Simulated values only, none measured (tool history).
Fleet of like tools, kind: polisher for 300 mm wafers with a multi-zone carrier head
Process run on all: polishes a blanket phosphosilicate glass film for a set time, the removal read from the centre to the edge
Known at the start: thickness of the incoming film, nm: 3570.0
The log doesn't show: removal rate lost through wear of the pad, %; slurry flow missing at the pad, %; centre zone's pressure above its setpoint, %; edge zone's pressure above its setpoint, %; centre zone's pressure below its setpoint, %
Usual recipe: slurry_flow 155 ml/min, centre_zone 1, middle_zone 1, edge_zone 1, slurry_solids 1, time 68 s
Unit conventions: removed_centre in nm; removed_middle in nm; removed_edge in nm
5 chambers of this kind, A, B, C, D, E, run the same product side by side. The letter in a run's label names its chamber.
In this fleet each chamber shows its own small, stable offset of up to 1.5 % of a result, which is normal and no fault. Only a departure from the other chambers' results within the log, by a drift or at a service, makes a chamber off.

run,hour,slurry_flow,centre_zone,middle_zone,edge_zone,slurry_solids,time,wafers polished on this pad,hours since the slurry nozzle was cleaned,hours since the centre zone pressure was calibrated,hours since the edge zone pressure was calibrated,removed_centre,removed_middle,removed_edge
1C,12.3,155,1,1,1,1,68,229,264,859.2,229.2,631.58,634.84,635.55
2E,20.9,155,1,1,1,1,68,1195,288.2,517.2,316.3,641.18,641.07,640.1
# hour 26.8: chamber E: worn pad replaced by a new one
3A,33.1,155,1,1,1,1,68,751,164.8,676,857.8,635.87,634.19,639.48
# hour 37.9: chamber D: worn pad replaced by a new one
4B,44.3,155,1,1,1,1,68,578,155.1,633.7,121.6,632.3,630.22,645.95
# hour 49.2: chamber A: worn pad replaced by a new one
5D,50.3,155,1,1,1.09,1,68,140,197.3,289.2,424.9,639.01,631.06,664.04
6C,62.5,155,1,1,1.09,1,68,795,314.2,909.4,279.4,640.6,629.84,673.51
# hour 67.6: chamber B: worn pad replaced by a new one
7B,70.4,155,1,1,1.09,1,68,32,181.2,659.8,147.7,641.99,635.74,679.19
8D,82.9,155,1,1,1.09,1,68,508,229.9,321.8,457.5,644.58,646.8,677.82
# hour 87.4: chamber E: slurry nozzle cleaned
# hour 91.4: chamber D: worn pad replaced by a new one
9A,93.9,155,1,1,1.09,1,68,504,225.6,736.8,918.6,645.98,633.04,672.1
10E,104.9,155,1,1,1,1,68,881,17.5,601.2,400.3,639.68,645.35,647.85
11A,113.1,155,1,1,1,1,68,721,244.8,756,937.8,641.69,641.32,643.29
# hour 123.3: chamber C: worn pad replaced by a new one
12B,124.3,155,1,1,1,1,68,640,235.1,713.7,201.6,630.44,635.67,644.42
# hour 133.8: chamber A: worn pad replaced by a new one
13E,135,155,1,1,1,1,68,1221,47.6,631.3,430.4,649.06,649.08,631.03
# hour 141.2: chamber B: worn pad replaced by a new one
14C,141.6,155,1,1,1,1,68,207,393.3,988.5,358.5,647.13,629.41,648.77
# hour 145.1: chamber D: worn pad replaced by a new one
# hour 150.6: chamber E: worn pad replaced by a new one
15D,154.4,155,1,1,1,1,68,105,301.4,393.3,529,652.98,633.74,632.88
16C,165.5,155,1,1,1,1,68,476,417.2,1012.4,382.4,637.3,636.14,646.97
# hour 169.9: chamber E: edge zone pressure recalibrated
17E,177.9,155,1,1,0.94,1,68,308,90.5,674.2,8.1,638.3,639.28,622.31
18D,184.7,155,1,1,0.94,1,68,447,331.7,423.6,559.3,639.07,643.4,619.04
19B,197.1,155,1,1,0.94,1,68,631,307.9,786.5,274.4,614.58,630.89,618.79
# hour 198.5: chamber D: slurry nozzle cleaned
# hour 202: chamber A: worn pad replaced by a new one
20A,204.4,155,1,1,0.94,1,68,27,336.1,847.3,1029.1,642.13,638.86,615.27
# hour 205.1: chamber D: worn pad replaced by a new one
# hour 209.2: chamber B: worn pad replaced by a new one
21E,210.9,155,1,1,0.94,1,68,681,123.5,707.2,41.1,630.06,637.85,624.38
22A,218.6,155,1,1,1,1,68,187,350.3,861.5,1043.3,646.58,638.71,652.14
23B,227.3,155,1,1,1,1,68,205,338.1,816.7,304.6,594.97,638.62,645.32
# hour 228.6: chamber B: edge zone pressure recalibrated
24D,237.1,155,1,1,1,1,68,361,38.6,476,611.7,630.25,632.54,650.08
# hour 237.9: chamber E: centre zone pressure recalibrated
# hour 246.6: chamber A: slurry nozzle cleaned
25C,248.8,155,1,1,1,1,68,1416,500.5,1095.7,465.7,626.56,632.45,639.83
26A,256.3,155,1,1,1,1,68,613,9.8,899.2,1081,635.93,642.53,644.95
# hour 257.3: chamber C: worn pad replaced by a new one
27C,264.4,155,1,0.96,1,1,68,80,516.1,1111.3,481.3,636.05,617.1,641.48
28D,270.5,155,1,0.96,1,1,68,738,72,509.4,645.1,648.96,613.8,633.81
# hour 271.7: chamber E: worn pad replaced by a new one
29E,283,155,1,0.96,1,1,68,128,195.6,45.1,113.2,641.13,610.21,638.74
# hour 285.2: chamber B: worn pad replaced by a new one
30B,291.8,155,1,0.96,1,1,68,75,402.6,881.2,63.2,575.74,613.23,629.41

Does one chamber stand apart from the rest, does the shared gauge drift, or is all well apart from small per-chamber offsets? Give the chamber and the most likely cause, where there is one.

One chamber, B, drifts off from the rest bit by bit.
Likeliest cause: centre zone's pressure below its setpoint, % = 9.48.

Here are 4 candidates for chamber B's next run, each the usual settings with a change, their results left as question marks. Which one brings its results back in line with what the others give on the usual settings?
Counts as in line when no further than this from what the other chambers average on the usual settings: removed_centre 22 nm; removed_middle 15 nm; removed_edge 21 nm
31B-1,301.1,150,0.91,1.02,1.03,1,67,,,,,?,?,?
31B-2,301.1,160,1.09,0.98,0.97,1,69,,,,,?,?,?
31B-3,301.1,155,0.97,1,1.01,1,68,,,,,?,?,?
31B-4,301.1,155,1.03,1,0.99,1,68,,,,,?,?,?

The mean the other chambers reach with the usual settings: removed_centre 642.49 nm; removed_middle 638.12 nm; removed_edge 640.83 nm
run,removed_centre,removed_middle,removed_edge
31B-1,498.94,637.58,637.69
31B-2,637.75,640.02,641.99
31B-3,548.07,639.19,643.5
31B-4,586.29,639.01,636.67
It is 31B-2 that realigns the chamber with its peers.

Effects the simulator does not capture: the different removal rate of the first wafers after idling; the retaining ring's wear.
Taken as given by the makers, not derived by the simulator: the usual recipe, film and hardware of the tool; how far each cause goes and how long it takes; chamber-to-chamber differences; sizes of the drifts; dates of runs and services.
